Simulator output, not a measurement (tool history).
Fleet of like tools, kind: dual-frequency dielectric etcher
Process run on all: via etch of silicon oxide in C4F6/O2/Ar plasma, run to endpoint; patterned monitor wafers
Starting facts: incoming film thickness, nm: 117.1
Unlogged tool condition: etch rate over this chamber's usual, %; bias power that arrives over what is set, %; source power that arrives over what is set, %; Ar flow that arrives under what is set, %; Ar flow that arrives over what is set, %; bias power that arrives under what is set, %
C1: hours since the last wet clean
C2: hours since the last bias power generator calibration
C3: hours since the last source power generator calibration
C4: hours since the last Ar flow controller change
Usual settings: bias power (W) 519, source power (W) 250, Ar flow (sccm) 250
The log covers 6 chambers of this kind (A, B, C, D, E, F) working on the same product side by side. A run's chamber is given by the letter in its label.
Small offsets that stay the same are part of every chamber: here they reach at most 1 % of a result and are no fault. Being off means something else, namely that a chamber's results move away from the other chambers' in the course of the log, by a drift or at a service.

{"run": "1E", "hour": 4.6, "bias power (W)": 519, "source power (W)": 250, "Ar flow (sccm)": 250, "C1": 298.8, "C2": 167.3, "C3": 34.2, "C4": 2150.1, "endpoint time (s)": 29.595}
{"run": "2F", "hour": 11.0, "bias power (W)": 519, "source power (W)": 250, "Ar flow (sccm)": 250, "C1": 486.7, "C2": 2662.2, "C3": 1435.5, "C4": 3277.4, "endpoint time (s)": 29.638}
{"run": "3D", "hour": 14.1, "bias power (W)": 519, "source power (W)": 250, "Ar flow (sccm)": 250, "C1": 83.1, "C2": 2472.6, "C3": 2154.3, "C4": 2951.8, "endpoint time (s)": 29.316}
{"run": "4B", "hour": 19.1, "bias power (W)": 519, "source power (W)": 250, "Ar flow (sccm)": 250, "C1": 251.6, "C2": 782.5, "C3": 2676.0, "C4": 496.8, "endpoint time (s)": 29.376}
{"run": "5A", "hour": 22.7, "bias power (W)": 519, "source power (W)": 250, "Ar flow (sccm)": 250, "C1": 392.2, "C2": 843.7, "C3": 2164.9, "C4": 835.4, "endpoint time (s)": 29.748}
{"run": "6C", "hour": 28.9, "bias power (W)": 519, "source power (W)": 250, "Ar flow (sccm)": 250, "C1": 299.6, "C2": 1633.8, "C3": 4478.5, "C4": 2230.3, "endpoint time (s)": 29.25}
{"run": "7D", "hour": 35.0, "bias power (W)": 519, "source power (W)": 250, "Ar flow (sccm)": 250, "C1": 104.0, "C2": 2493.5, "C3": 2175.2, "C4": 2972.7, "endpoint time (s)": 29.346}
{"run": "8B", "hour": 38.1, "bias power (W)": 519, "source power (W)": 250, "Ar flow (sccm)": 250, "C1": 270.6, "C2": 801.5, "C3": 2695.0, "C4": 515.8, "endpoint time (s)": 29.757}
{"run": "9F", "hour": 44.1, "bias power (W)": 519, "source power (W)": 250, "Ar flow (sccm)": 250, "C1": 519.8, "C2": 2695.3, "C3": 1468.6, "C4": 3310.5, "endpoint time (s)": 29.248}
{"run": "10A", "hour": 49.4, "bias power (W)": 519, "source power (W)": 270, "Ar flow (sccm)": 250, "C1": 418.9, "C2": 870.4, "C3": 2191.6, "C4": 862.1, "endpoint time (s)": 29.103}
{"run": "11E", "hour": 55.5, "bias power (W)": 519, "source power (W)": 270, "Ar flow (sccm)": 250, "C1": 349.7, "C2": 218.2, "C3": 85.1, "C4": 2201.0, "endpoint time (s)": 28.756}
{"run": "12C", "hour": 59.6, "bias power (W)": 519, "source power (W)": 270, "Ar flow (sccm)": 250, "C1": 330.3, "C2": 1664.5, "C3": 4509.2, "C4": 2261.0, "endpoint time (s)": 28.306}
{"run": "13C", "hour": 63.4, "bias power (W)": 519, "source power (W)": 270, "Ar flow (sccm)": 250, "C1": 334.1, "C2": 1668.3, "C3": 4513.0, "C4": 2264.8, "endpoint time (s)": 28.275}
{"hour": 63.8, "done": "chamber A: wet clean of the chamber"}
{"run": "14A", "hour": 66.6, "bias power (W)": 519, "source power (W)": 270, "Ar flow (sccm)": 250, "C1": 2.8, "C2": 887.6, "C3": 2208.8, "C4": 879.3, "endpoint time (s)": 28.873}
{"run": "15B", "hour": 72.1, "bias power (W)": 519, "source power (W)": 270, "Ar flow (sccm)": 250, "C1": 304.6, "C2": 835.5, "C3": 2729.0, "C4": 549.8, "endpoint time (s)": 28.949}
{"run": "16F", "hour": 78.6, "bias power (W)": 519, "source power (W)": 250, "Ar flow (sccm)": 250, "C1": 554.3, "C2": 2729.8, "C3": 1503.1, "C4": 3345.0, "endpoint time (s)": 29.355}
{"run": "17E", "hour": 82.4, "bias power (W)": 519, "source power (W)": 250, "Ar flow (sccm)": 250, "C1": 376.6, "C2": 245.1, "C3": 112.0, "C4": 2227.9, "endpoint time (s)": 29.535}
{"hour": 85.4, "done": "chamber F: wet clean of the chamber"}
{"run": "18D", "hour": 87.3, "bias power (W)": 519, "source power (W)": 250, "Ar flow (sccm)": 250, "C1": 156.3, "C2": 2545.8, "C3": 2227.5, "C4": 3025.0, "endpoint time (s)": 29.496}
{"run": "19D", "hour": 93.5, "bias power (W)": 519, "source power (W)": 250, "Ar flow (sccm)": 250, "C1": 162.5, "C2": 2552.0, "C3": 2233.7, "C4": 3031.2, "endpoint time (s)": 29.675}
{"run": "20A", "hour": 98.2, "bias power (W)": 519, "source power (W)": 270, "Ar flow (sccm)": 250, "C1": 34.4, "C2": 919.2, "C3": 2240.4, "C4": 910.9, "endpoint time (s)": 28.75}
{"run": "21C", "hour": 102.3, "bias power (W)": 519, "source power (W)": 270, "Ar flow (sccm)": 250, "C1": 373.0, "C2": 1707.2, "C3": 4551.9, "C4": 2303.7, "endpoint time (s)": 28.534}
{"run": "22E", "hour": 105.7, "bias power (W)": 519, "source power (W)": 270, "Ar flow (sccm)": 250, "C1": 399.9, "C2": 268.4, "C3": 135.3, "C4": 2251.2, "endpoint time (s)": 28.963}
{"run": "23F", "hour": 110.9, "bias power (W)": 519, "source power (W)": 270, "Ar flow (sccm)": 250, "C1": 25.5, "C2": 2762.1, "C3": 1535.4, "C4": 3377.3, "endpoint time (s)": 27.732}
{"run": "24B", "hour": 114.5, "bias power (W)": 519, "source power (W)": 270, "Ar flow (sccm)": 250, "C1": 347.0, "C2": 877.9, "C3": 2771.4, "C4": 592.2, "endpoint time (s)": 28.689}
{"run": "25C", "hour": 118.6, "bias power (W)": 519, "source power (W)": 270, "Ar flow (sccm)": 250, "C1": 389.3, "C2": 1723.5, "C3": 4568.2, "C4": 2320.0, "endpoint time (s)": 28.733}
{"run": "26D", "hour": 124.8, "bias power (W)": 519, "source power (W)": 250, "Ar flow (sccm)": 250, "C1": 193.8, "C2": 2583.3, "C3": 2265.0, "C4": 3062.5, "endpoint time (s)": 29.345}
{"run": "27A", "hour": 128.7, "bias power (W)": 519, "source power (W)": 250, "Ar flow (sccm)": 250, "C1": 64.9, "C2": 949.7, "C3": 2270.9, "C4": 941.4, "endpoint time (s)": 29.658}
{"run": "28F", "hour": 134.6, "bias power (W)": 519, "source power (W)": 250, "Ar flow (sccm)": 250, "C1": 49.2, "C2": 2785.8, "C3": 1559.1, "C4": 3401.0, "endpoint time (s)": 28.536}
{"run": "29B", "hour": 138.5, "bias power (W)": 519, "source power (W)": 250, "Ar flow (sccm)": 250, "C1": 371.0, "C2": 901.9, "C3": 2795.4, "C4": 616.2, "endpoint time (s)": 29.643}
{"run": "30E", "hour": 145.1, "bias power (W)": 519, "source power (W)": 250, "Ar flow (sccm)": 228, "C1": 439.3, "C2": 307.8, "C3": 174.7, "C4": 2290.6, "endpoint time (s)": 29.42}
{"run": "31A", "hour": 148.8, "bias power (W)": 519, "source power (W)": 250, "Ar flow (sccm)": 228, "C1": 85.0, "C2": 969.8, "C3": 2291.0, "C4": 961.5, "endpoint time (s)": 29.25}
{"run": "32C", "hour": 153.3, "bias power (W)": 519, "source power (W)": 250, "Ar flow (sccm)": 228, "C1": 424.0, "C2": 1758.2, "C3": 4602.9, "C4": 2354.7, "endpoint time (s)": 29.192}
{"run": "33F", "hour": 157.2, "bias power (W)": 519, "source power (W)": 250, "Ar flow (sccm)": 228, "C1": 71.8, "C2": 2808.4, "C3": 1581.7, "C4": 3423.6, "endpoint time (s)": 28.27}
{"run": "34E", "hour": 161.0, "bias power (W)": 519, "source power (W)": 250, "Ar flow (sccm)": 228, "C1": 455.2, "C2": 323.7, "C3": 190.6, "C4": 2306.5, "endpoint time (s)": 29.216}
{"run": "35B", "hour": 165.5, "bias power (W)": 519, "source power (W)": 250, "Ar flow (sccm)": 228, "C1": 398.0, "C2": 928.9, "C3": 2822.4, "C4": 643.2, "endpoint time (s)": 29.289}
{"run": "36D", "hour": 170.6, "bias power (W)": 519, "source power (W)": 280, "Ar flow (sccm)": 231, "C1": 239.6, "C2": 2629.1, "C3": 2310.8, "C4": 3108.3, "endpoint time (s)": 28.011}
{"run": "37C", "hour": 173.7, "bias power (W)": 519, "source power (W)": 280, "Ar flow (sccm)": 231, "C1": 444.4, "C2": 1778.6, "C3": 4623.3, "C4": 2375.1, "endpoint time (s)": 27.75}
{"run": "38B", "hour": 180.2, "bias power (W)": 519, "source power (W)": 280, "Ar flow (sccm)": 231, "C1": 412.7, "C2": 943.6, "C3": 2837.1, "C4": 657.9, "endpoint time (s)": 28.078}

Next, all 6 chambers run the settings below, one line each with question marks for the results. What does each chamber give?
{"run": "39A", "hour": 185.0, "bias power (W)": 519, "source power (W)": 250, "Ar flow (sccm)": 250, "endpoint time (s)": "?"}
{"run": "39B", "hour": 185.0, "bias power (W)": 519, "source power (W)": 250, "Ar flow (sccm)": 250, "endpoint time (s)": "?"}
{"run": "39C", "hour": 185.0, "bias power (W)": 519, "source power (W)": 250, "Ar flow (sccm)": 250, "endpoint time (s)": "?"}
{"run": "39D", "hour": 185.0, "bias power (W)": 519, "source power (W)": 250, "Ar flow (sccm)": 250, "endpoint time (s)": "?"}
{"run": "39E", "hour": 185.0, "bias power (W)": 519, "source power (W)": 250, "Ar flow (sccm)": 250, "endpoint time (s)": "?"}
{"run": "39F", "hour": 185.0, "bias power (W)": 519, "source power (W)": 250, "Ar flow (sccm)": 250, "endpoint time (s)": "?"}

run=39A endpoint_time_(s)=29.755
run=39B endpoint_time_(s)=29.663
run=39C endpoint_time_(s)=29.283
run=39D endpoint_time_(s)=29.268
run=39E endpoint_time_(s)=29.772
run=39F endpoint_time_(s)=28.447
